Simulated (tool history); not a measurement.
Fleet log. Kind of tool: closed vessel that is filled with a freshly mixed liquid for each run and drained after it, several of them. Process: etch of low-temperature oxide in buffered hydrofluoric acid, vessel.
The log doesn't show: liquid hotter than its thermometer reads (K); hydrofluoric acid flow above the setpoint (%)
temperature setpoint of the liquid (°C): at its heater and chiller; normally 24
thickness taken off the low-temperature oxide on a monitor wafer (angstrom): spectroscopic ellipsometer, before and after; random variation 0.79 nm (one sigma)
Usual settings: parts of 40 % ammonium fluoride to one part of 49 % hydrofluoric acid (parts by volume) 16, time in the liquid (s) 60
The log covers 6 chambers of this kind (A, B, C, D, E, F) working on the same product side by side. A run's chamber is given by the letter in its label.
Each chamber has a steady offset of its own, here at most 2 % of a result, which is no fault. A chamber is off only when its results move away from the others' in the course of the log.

run	hour	temperature setpoint of the liquid (°C)	parts of 40 % ammonium fluoride to one part of 49 % hydrofluoric acid (parts by volume)	time in the liquid (s)	hours since the thermometer was replaced	hours since the hydrofluoric acid flow meter was replaced	read-back film thickness of the low-temperature oxide reference wafer, read on the same gauge (nm)	thickness taken off the low-temperature oxide on a monitor wafer (angstrom)
1A	2.0	24	16	60	468.7	137.4	79.990	899.72
2D	5.0	24	16	60	1144.1	894.7	80.001	928.00
3E	7.8	24	16	60	441.5	2152.5	80.000	898.76
4F	11.2	24	16	60	124.6	907.8	80.009	891.55
5C	14.6	24	16	60	939.5	492.9	80.010	886.70
6B	18.9	24	16	60	1146.5	985.7	79.988	901.99
7A	21.4	24	16	60	488.1	156.8	80.009	893.18
8D	24.7	24	16	60	1163.8	914.4	79.999	927.16
9F	28.8	24	16	60	142.2	925.4	80.005	893.15
10B	31.9	24	16	60	1159.5	998.7	79.999	884.07
11E	36.0	24	16	60	469.7	2180.7	79.994	882.61
12C	38.3	24	16	60	963.2	516.6	80.022	897.03
13C	42.7	24	16	60	967.6	521.0	79.975	889.69
14B	45.2	24	16	60	1172.8	1012.0	79.998	892.09
15A	49.5	24	16	60	516.2	184.9	80.008	895.13
16F	52.3	24	16	60	165.7	948.9	80.018	883.19
17E	55.9	24	16	60	489.6	2200.6	80.009	892.92
18D	58.6	24	16	60	1197.7	948.3	79.985	909.44
19B	61.6	24	16	60	1189.2	1028.4	80.010	914.53
20E	65.5	24	16	60	499.2	2210.2	79.992	903.15
21F	68.6	24	16	60	182.0	965.2	79.992	886.17
22D	71.4	24	16	60	1210.5	961.1	79.991	912.57
23C	75.4	24	16	60	1000.3	553.7	79.990	879.71
24A	79.3	24	16	60	546.0	214.7	80.007	893.81
# hour 82.3: chamber E: hydrofluoric acid flow meter replaced
# hour 83.1: chamber D: hydrofluoric acid flow meter replaced
25E	83.5	24	16	60	517.2	1.3	79.989	891.96
26F	86.7	24	16	60	200.1	983.3	80.009	888.04
27D	89.0	24	16	60	1228.1	6.0	80.009	905.73
28A	91.0	24	16	70	557.7	226.4	80.008	1041.50
29C	93.4	24	16	70	1018.3	571.7	80.027	1049.40
30B	96.5	24	16	70	1224.1	1063.3	79.985	1053.70
31E	100.8	24	16	70	534.5	18.6	80.004	1062.90
32A	104.7	24	16	70	571.4	240.1	80.004	1054.90
33F	107.2	24	16	70	220.6	1003.8	80.000	1042.20
34B	110.3	24	16	60	1237.9	1077.1	79.988	912.42
35D	112.4	24	16	60	1251.5	29.4	80.006	922.61
36C	115.6	24	16	60	1040.5	593.9	79.998	895.05
37D	118.7	24	16	60	1257.8	35.7	80.017	915.34
38B	123.1	24	16	60	1250.7	1089.9	79.994	897.03
39E	126.0	24	16	60	559.7	43.8	80.022	897.34

What goes on in this fleet: one chamber off, a drifting gauge, or nothing beyond the chambers' own small offsets? Name the chamber and the cause, if any.

No chamber stands off beyond its own small offset, and the gauge holds steady.
